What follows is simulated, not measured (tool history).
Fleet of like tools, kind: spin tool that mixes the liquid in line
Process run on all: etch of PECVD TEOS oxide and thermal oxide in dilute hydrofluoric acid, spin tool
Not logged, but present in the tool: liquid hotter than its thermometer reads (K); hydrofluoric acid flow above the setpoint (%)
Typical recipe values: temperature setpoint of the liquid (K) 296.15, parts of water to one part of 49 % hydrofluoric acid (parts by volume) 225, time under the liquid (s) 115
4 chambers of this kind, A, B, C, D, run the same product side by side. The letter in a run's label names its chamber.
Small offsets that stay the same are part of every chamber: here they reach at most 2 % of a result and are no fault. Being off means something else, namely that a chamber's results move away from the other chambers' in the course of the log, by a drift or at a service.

| run | hour | temperature setpoint of the liquid (K) | parts of water to one part of 49 % hydrofluoric acid (parts by volume) | time under the liquid (s) | hours since the thermometer was replaced | hours since the hydrofluoric acid flow meter was replaced | read-back film thickness of the PECVD TEOS oxide reference wafer, read on the same gauge (nm) | read-back film thickness of the thermal oxide reference wafer, read on the same gauge (nm) | thickness taken off the PECVD TEOS oxide on a monitor wafer (Å) | thickness taken off the thermal oxide on a monitor wafer (Å) |
|---|---|---|---|---|---|---|---|---|---|---|
| 1C | 3.8 | 296.15 | 225 | 115 | 1633.4 | 2106.9 | 130.00 | 130.01 | 73.453 | 20.810 |
| 2B | 6.6 | 296.15 | 225 | 115 | 1689.4 | 970.5 | 130.02 | 130.00 | 72.792 | 20.120 |
| 3D | 11.0 | 296.15 | 225 | 115 | 845.2 | 51.4 | 129.99 | 130.00 | 72.057 | 20.282 |
|  | 12.4 | chamber A: hydrofluoric acid flow meter replaced |
| 4A | 14.9 | 296.15 | 225 | 115 | 1077.0 | 2.6 | 129.98 | 130.02 | 71.513 | 20.254 |
| 5C | 19.3 | 296.15 | 225 | 115 | 1648.9 | 2122.4 | 130.00 | 129.99 | 72.323 | 20.226 |
| 6D | 23.2 | 296.15 | 225 | 115 | 857.4 | 63.6 | 130.02 | 129.96 | 72.538 | 20.274 |
| 7A | 25.2 | 296.15 | 225 | 115 | 1087.3 | 12.9 | 130.04 | 130.01 | 71.872 | 20.531 |
| 8B | 29.4 | 296.15 | 225 | 115 | 1712.2 | 993.3 | 129.98 | 130.00 | 71.993 | 20.029 |
| 9A | 32.6 | 296.15 | 225 | 115 | 1094.7 | 20.3 | 130.00 | 130.01 | 72.029 | 20.286 |
| 10B | 35.8 | 296.15 | 225 | 115 | 1718.6 | 999.7 | 130.01 | 130.01 | 70.939 | 20.347 |
| 11D | 38.7 | 296.15 | 225 | 115 | 872.9 | 79.1 | 129.99 | 130.00 | 72.873 | 20.354 |
| 12C | 41.0 | 296.15 | 225 | 115 | 1670.6 | 2144.1 | 129.97 | 130.00 | 72.780 | 20.203 |
| 13D | 45.1 | 296.15 | 225 | 115 | 879.3 | 85.5 | 130.00 | 129.97 | 72.369 | 20.363 |
| 14C | 47.5 | 296.15 | 225 | 115 | 1677.1 | 2150.6 | 129.99 | 130.00 | 73.866 | 20.470 |
|  | 48.1 | chamber C: hydrofluoric acid flow meter replaced |
| 15A | 50.7 | 296.15 | 225 | 115 | 1112.8 | 38.4 | 130.01 | 130.01 | 72.055 | 20.396 |
| 16B | 53.3 | 296.15 | 290 | 115 | 1736.1 | 1017.2 | 129.96 | 130.00 | 52.527 | 14.619 |
| 17B | 55.9 | 296.15 | 290 | 115 | 1738.7 | 1019.8 | 129.97 | 130.04 | 53.271 | 14.832 |
| 18A | 59.8 | 296.15 | 290 | 115 | 1121.9 | 47.5 | 130.03 | 129.98 | 51.897 | 15.111 |
| 19D | 63.4 | 296.15 | 290 | 115 | 897.6 | 103.8 | 130.07 | 129.99 | 52.562 | 14.849 |
| 20C | 65.6 | 296.15 | 225 | 115 | 1695.2 | 17.5 | 129.99 | 130.02 | 72.057 | 20.002 |
| 21D | 67.9 | 296.15 | 225 | 115 | 902.1 | 108.3 | 130.03 | 130.01 | 71.815 | 20.474 |
| 22A | 72.1 | 296.15 | 225 | 115 | 1134.2 | 59.8 | 130.00 | 130.00 | 71.298 | 20.195 |
| 23C | 74.6 | 296.15 | 225 | 115 | 1704.2 | 26.5 | 130.00 | 130.02 | 72.188 | 19.680 |
| 24B | 78.9 | 296.15 | 225 | 115 | 1761.7 | 1042.8 | 129.97 | 129.98 | 72.690 | 20.432 |
| 25B | 82.7 | 296.15 | 225 | 115 | 1765.5 | 1046.6 | 130.04 | 130.00 | 71.340 | 20.767 |
| 26A | 84.8 | 296.15 | 225 | 115 | 1146.9 | 72.5 | 130.00 | 130.02 | 70.702 | 20.931 |
| 27C | 87.7 | 296.15 | 225 | 115 | 1717.3 | 39.6 | 130.02 | 129.99 | 71.795 | 20.003 |
| 28D | 90.3 | 298.65 | 225 | 115 | 924.5 | 130.7 | 130.01 | 129.97 | 78.751 | 22.112 |
| 29A | 94.6 | 298.65 | 225 | 115 | 1156.7 | 82.3 | 130.02 | 130.00 | 77.953 | 22.228 |
| 30D | 97.2 | 298.65 | 225 | 115 | 931.4 | 137.6 | 130.00 | 129.97 | 79.858 | 22.293 |
| 31B | 101.1 | 298.65 | 225 | 115 | 1783.9 | 1065.0 | 130.04 | 129.97 | 78.696 | 22.356 |
| 32C | 105.4 | 296.15 | 225 | 115 | 1735.0 | 57.3 | 130.00 | 130.01 | 72.960 | 20.254 |
| 33C | 108.9 | 296.15 | 225 | 115 | 1738.5 | 60.8 | 129.99 | 129.99 | 73.759 | 20.198 |
| 34A | 112.3 | 296.15 | 225 | 115 | 1174.4 | 100.0 | 130.00 | 130.01 | 71.884 | 20.115 |
| 35D | 115.6 | 296.15 | 225 | 115 | 949.8 | 156.0 | 130.01 | 130.00 | 72.561 | 20.152 |
| 36B | 117.9 | 298.15 | 225 | 115 | 1800.7 | 1081.8 | 129.97 | 130.01 | 78.667 | 22.230 |

Does one chamber stand apart from the rest, does the shared gauge drift, or is all well apart from small per-chamber offsets? Give the chamber and the most likely cause, where there is one.

Beyond each chamber's small constant offset nothing stands out, and the gauge stays steady.

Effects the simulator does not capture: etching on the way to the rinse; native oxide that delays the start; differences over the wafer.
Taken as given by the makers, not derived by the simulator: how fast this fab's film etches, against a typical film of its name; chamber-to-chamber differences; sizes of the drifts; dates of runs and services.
